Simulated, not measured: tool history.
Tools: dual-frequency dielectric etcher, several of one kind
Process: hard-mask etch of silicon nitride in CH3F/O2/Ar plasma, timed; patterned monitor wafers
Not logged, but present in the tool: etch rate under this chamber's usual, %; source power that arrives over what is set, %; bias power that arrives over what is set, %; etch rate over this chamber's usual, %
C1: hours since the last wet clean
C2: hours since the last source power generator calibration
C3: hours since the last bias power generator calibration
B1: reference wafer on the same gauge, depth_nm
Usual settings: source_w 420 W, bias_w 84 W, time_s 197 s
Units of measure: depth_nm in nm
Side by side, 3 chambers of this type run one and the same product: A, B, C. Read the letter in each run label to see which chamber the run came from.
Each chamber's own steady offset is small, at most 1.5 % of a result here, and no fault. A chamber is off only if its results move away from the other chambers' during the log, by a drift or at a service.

Run 1A, hour 4.4: usual settings; C1 292.4; C2 1180.3; C3 1515.7; B1 122.91. Result: depth_nm 147.30 nm.
Run 2B, hour 8.7: usual settings; C1 157.0; C2 1702.2; C3 1167.6; B1 122.78. Result: depth_nm 149.46 nm.
Run 3C, hour 13.5: usual settings; C1 248.5; C2 1949.2; C3 948.1; B1 123.07. Result: depth_nm 147.98 nm.
Run 4B, hour 17.6: usual settings; C1 165.9; C2 1711.1; C3 1176.5; B1 122.88. Result: depth_nm 149.10 nm.
Run 5C, hour 23.7: usual settings; C1 258.7; C2 1959.4; C3 958.3; B1 122.98. Result: depth_nm 148.82 nm.
Run 6A, hour 27.1: usual settings; C1 315.1; C2 1203.0; C3 1538.4; B1 122.88. Result: depth_nm 146.89 nm.
Run 7A, hour 30.8: usual settings; C1 318.8; C2 1206.7; C3 1542.1; B1 123.10. Result: depth_nm 146.39 nm.
Run 8C, hour 36.2: usual settings; C1 271.2; C2 1971.9; C3 970.8; B1 122.92. Result: depth_nm 147.46 nm.
Run 9B, hour 41.6: usual settings; C1 189.9; C2 1735.1; C3 1200.5; B1 123.04. Result: depth_nm 149.35 nm.
Run 10C, hour 46.5: usual settings; C1 281.5; C2 1982.2; C3 981.1; B1 122.81. Result: depth_nm 150.74 nm.
Run 11B, hour 51.9: usual settings; C1 200.2; C2 1745.4; C3 1210.8; B1 123.02. Result: depth_nm 147.63 nm.
Run 12A, hour 56.5: usual settings; C1 344.5; C2 1232.4; C3 1567.8; B1 123.09. Result: depth_nm 145.84 nm.
Run 13C, hour 61.4: usual settings but source_w 510 W; C1 296.4; C2 1997.1; C3 996.0; B1 123.01. Result: depth_nm 159.71 nm.
At hour 62.8: chamber A: wet clean of the chamber.
Run 14B, hour 67.3: usual settings but source_w 510 W; C1 215.6; C2 1760.8; C3 1226.2; B1 122.98. Result: depth_nm 159.28 nm.
Run 15A, hour 72.0: usual settings but source_w 510 W; C1 9.2; C2 1247.9; C3 1583.3; B1 122.93. Result: depth_nm 159.16 nm.
Run 16B, hour 75.6: usual settings; C1 223.9; C2 1769.1; C3 1234.5; B1 123.08. Result: depth_nm 146.01 nm.
Run 17A, hour 79.5: usual settings; C1 16.7; C2 1255.4; C3 1590.8; B1 123.01. Result: depth_nm 147.07 nm.
Run 18C, hour 83.1: usual settings but bias_w 67 W; C1 318.1; C2 2018.8; C3 1017.7; B1 123.06. Result: depth_nm 137.61 nm.
Run 19B, hour 86.8: usual settings but bias_w 67 W; C1 235.1; C2 1780.3; C3 1245.7; B1 122.96. Result: depth_nm 136.61 nm.
Run 20C, hour 92.0: usual settings but bias_w 67 W; C1 327.0; C2 2027.7; C3 1026.6; B1 123.12. Result: depth_nm 138.75 nm.
Run 21A, hour 95.2: usual settings but source_w 360 W, bias_w 72 W; C1 32.4; C2 1271.1; C3 1606.5; B1 122.92. Result: depth_nm 131.81 nm.
Run 22B, hour 100.6: usual settings but source_w 360 W, bias_w 72 W; C1 248.9; C2 1794.1; C3 1259.5; B1 122.91. Result: depth_nm 131.96 nm.
Run 23C, hour 104.5: usual settings but source_w 360 W, bias_w 72 W; C1 339.5; C2 2040.2; C3 1039.1; B1 122.96. Result: depth_nm 132.19 nm.
Run 24A, hour 110.7: usual settings; C1 47.9; C2 1286.6; C3 1622.0; B1 123.13. Result: depth_nm 147.05 nm.
Run 25C, hour 116.6: usual settings; C1 351.6; C2 2052.3; C3 1051.2; B1 123.08. Result: depth_nm 150.37 nm.
Run 26B, hour 120.7: usual settings; C1 269.0; C2 1814.2; C3 1279.6; B1 122.98. Result: depth_nm 146.38 nm.
Run 27A, hour 126.9: usual settings; C1 64.1; C2 1302.8; C3 1638.2; B1 122.90. Result: depth_nm 147.11 nm.
Run 28C, hour 132.2: usual settings but source_w 500 W; C1 367.2; C2 2067.9; C3 1066.8; B1 122.96. Result: depth_nm 159.90 nm.
Run 29B, hour 136.4: usual settings but source_w 500 W; C1 284.7; C2 1829.9; C3 1295.3; B1 123.03. Result: depth_nm 155.69 nm.
Run 30A, hour 141.2: usual settings but source_w 500 W; C1 78.4; C2 1317.1; C3 1652.5; B1 122.92. Result: depth_nm 157.12 nm.
Run 31C, hour 145.1: usual settings; C1 380.1; C2 2080.8; C3 1079.7; B1 123.03. Result: depth_nm 148.08 nm.
Run 32A, hour 150.9: usual settings but time_s 159 s; C1 88.1; C2 1326.8; C3 1662.2; B1 123.12. Result: depth_nm 118.64 nm.
Run 33B, hour 154.6: usual settings but time_s 159 s; C1 302.9; C2 1848.1; C3 1313.5; B1 122.97. Result: depth_nm 117.33 nm.
Run 34A, hour 158.1: usual settings but time_s 159 s; C1 95.3; C2 1334.0; C3 1669.4; B1 122.98. Result: depth_nm 118.94 nm.
Run 35C, hour 162.1: usual settings; C1 397.1; C2 2097.8; C3 1096.7; B1 122.95. Result: depth_nm 149.67 nm.
Run 36B, hour 166.6: usual settings; C1 314.9; C2 1860.1; C3 1325.5; B1 123.04. Result: depth_nm 145.64 nm.
Run 37A, hour 172.3: usual settings; C1 109.5; C2 1348.2; C3 1683.6; B1 123.02. Result: depth_nm 147.50 nm.
Run 38C, hour 175.6: usual settings; C1 410.6; C2 2111.3; C3 1110.2; B1 123.00. Result: depth_nm 150.05 nm.

Which is it: a chamber that has drifted or been left off by a service, a gauge drift common to all chambers, or only each chamber's usual small offset? If a chamber is off, name it and its likeliest cause.

Chamber B drifts away from the others.
Likeliest cause: etch rate under this chamber's usual, % = 3.71.

Which of the 4 candidates below, each the usual settings with something changed and its results left as question marks, puts chamber B back in line with what the other chambers give on the usual settings?
Counts as in line when no further than this from what the other chambers average on the usual settings: depth_nm 2.40 nm
Run 39B-1, hour 180.1: usual settings but source_w 450 W, bias_w 91 W. Result: depth_nm ?.
Run 39B-2, hour 180.1: usual settings but time_s 186 s. Result: depth_nm ?.
Run 39B-3, hour 180.1: usual settings but source_w 450 W. Result: depth_nm ?.
Run 39B-4, hour 180.1: usual settings but source_w 390 W. Result: depth_nm ?.

On the usual settings, the other chambers give on average: depth_nm 148.24 nm
  run  depth_nm
39B-1    152.58
39B-2    136.43
39B-3    148.25
39B-4    140.59
Change 39B-3 lands the chamber within the allowed miss of the other chambers.
